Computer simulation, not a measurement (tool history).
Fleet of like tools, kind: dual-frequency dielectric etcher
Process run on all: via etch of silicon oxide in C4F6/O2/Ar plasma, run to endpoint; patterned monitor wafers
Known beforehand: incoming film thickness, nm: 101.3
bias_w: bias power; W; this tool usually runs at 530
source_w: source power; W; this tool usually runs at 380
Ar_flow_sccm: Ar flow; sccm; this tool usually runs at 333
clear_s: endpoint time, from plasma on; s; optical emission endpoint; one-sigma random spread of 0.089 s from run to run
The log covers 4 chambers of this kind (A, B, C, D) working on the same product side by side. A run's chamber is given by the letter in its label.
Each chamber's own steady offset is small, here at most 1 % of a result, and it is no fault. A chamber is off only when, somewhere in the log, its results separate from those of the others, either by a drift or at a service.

Run 1D, day 0.088: usual settings. Result: clear_s 22.562 s.
Run 2C, day 0.275: usual settings. Result: clear_s 22.448 s.
Run 3A, day 0.458: usual settings. Result: clear_s 22.641 s.
Run 4B, day 0.604: usual settings. Result: clear_s 22.53 s.
Run 5B, day 0.733: usual settings. Result: clear_s 22.444 s.
Run 6C, day 0.838: usual settings. Result: clear_s 22.268 s.
Run 7A, day 0.938: usual settings. Result: clear_s 22.361 s.
Run 8D, day 1.104: usual settings but bias_w 590 W, Ar_flow_sccm 262 sccm. Result: clear_s 21.118 s.
Run 9C, day 1.246: usual settings but bias_w 590 W, Ar_flow_sccm 262 sccm. Result: clear_s 20.988 s.
Run 10B, day 1.375: usual settings but bias_w 590 W, Ar_flow_sccm 262 sccm. Result: clear_s 21.037 s.
Run 11A, day 1.504: usual settings but bias_w 590 W, Ar_flow_sccm 262 sccm. Result: clear_s 20.941 s.
Run 12D, day 1.592: usual settings but bias_w 424 W. Result: clear_s 24.649 s.
Run 13B, day 1.692: usual settings but bias_w 424 W. Result: clear_s 24.337 s.
Run 14A, day 1.788: usual settings but bias_w 424 W. Result: clear_s 24.568 s.
Run 15D, day 1.975: usual settings but bias_w 424 W. Result: clear_s 24.503 s.
Run 16C, day 2.121: usual settings but bias_w 574 W, source_w 480 W. Result: clear_s 19.946 s.
Run 17C, day 2.208: usual settings but bias_w 574 W, source_w 480 W. Result: clear_s 19.75 s.
At day 2.346: chamber B: wet clean of the chamber.
Run 18D, day 2.4: usual settings but bias_w 574 W, source_w 480 W. Result: clear_s 20.132 s.
Run 19B, day 2.592: usual settings but bias_w 574 W, source_w 480 W. Result: clear_s 19.958 s.
Run 20A, day 2.738: usual settings. Result: clear_s 22.867 s.
Run 21A, day 2.858: usual settings. Result: clear_s 22.878 s.
Run 22C, day 2.962: usual settings. Result: clear_s 22.317 s.
Run 23B, day 3.15: usual settings. Result: clear_s 22.472 s.
Run 24D, day 3.304: usual settings. Result: clear_s 22.479 s.
Run 25C, day 3.467: usual settings. Result: clear_s 22.086 s.
Run 26A, day 3.65: usual settings. Result: clear_s 22.839 s.
Run 27D, day 3.846: usual settings. Result: clear_s 22.521 s.
Run 28B, day 4.033: usual settings but bias_w 593 W, source_w 420 W. Result: clear_s 20.677 s.
Run 29D, day 4.146: usual settings but bias_w 593 W, source_w 420 W. Result: clear_s 20.891 s.
Run 30A, day 4.308: usual settings but bias_w 593 W, source_w 420 W. Result: clear_s 21.338 s.
Run 31B, day 4.421: usual settings but bias_w 593 W, source_w 420 W. Result: clear_s 20.737 s.
Run 32C, day 4.579: usual settings. Result: clear_s 22.345 s.
Run 33D, day 4.7: usual settings but source_w 340 W. Result: clear_s 23.398 s.
Run 34C, day 4.838: usual settings but source_w 340 W. Result: clear_s 23.102 s.
Run 35B, day 4.942: usual settings but source_w 340 W. Result: clear_s 23.416 s.
Run 36A, day 5.058: usual settings but source_w 340 W. Result: clear_s 24.424 s.
Run 37B, day 5.183: usual settings. Result: clear_s 22.41 s.
Run 38A, day 5.288: usual settings. Result: clear_s 23.117 s.
Run 39C, day 5.425: usual settings. Result: clear_s 22.363 s.
Run 40D, day 5.588: usual settings. Result: clear_s 22.53 s.
Run 41C, day 5.725: usual settings. Result: clear_s 22.305 s.
Run 42D, day 5.883: usual settings. Result: clear_s 22.56 s.
Run 43B, day 6.05: usual settings. Result: clear_s 22.368 s.

All 4 chambers run these settings next. Forecast each chamber's results:
Run 44A, day 6.192: usual settings but bias_w 454 W. Result: clear_s ?.
Run 44B, day 6.192: usual settings but bias_w 454 W. Result: clear_s ?.
Run 44C, day 6.192: usual settings but bias_w 454 W. Result: clear_s ?.
Run 44D, day 6.192: usual settings but bias_w 454 W. Result: clear_s ?.

run  clear_s
44A   24.918
44B   23.674
44C   23.796
44D   23.995

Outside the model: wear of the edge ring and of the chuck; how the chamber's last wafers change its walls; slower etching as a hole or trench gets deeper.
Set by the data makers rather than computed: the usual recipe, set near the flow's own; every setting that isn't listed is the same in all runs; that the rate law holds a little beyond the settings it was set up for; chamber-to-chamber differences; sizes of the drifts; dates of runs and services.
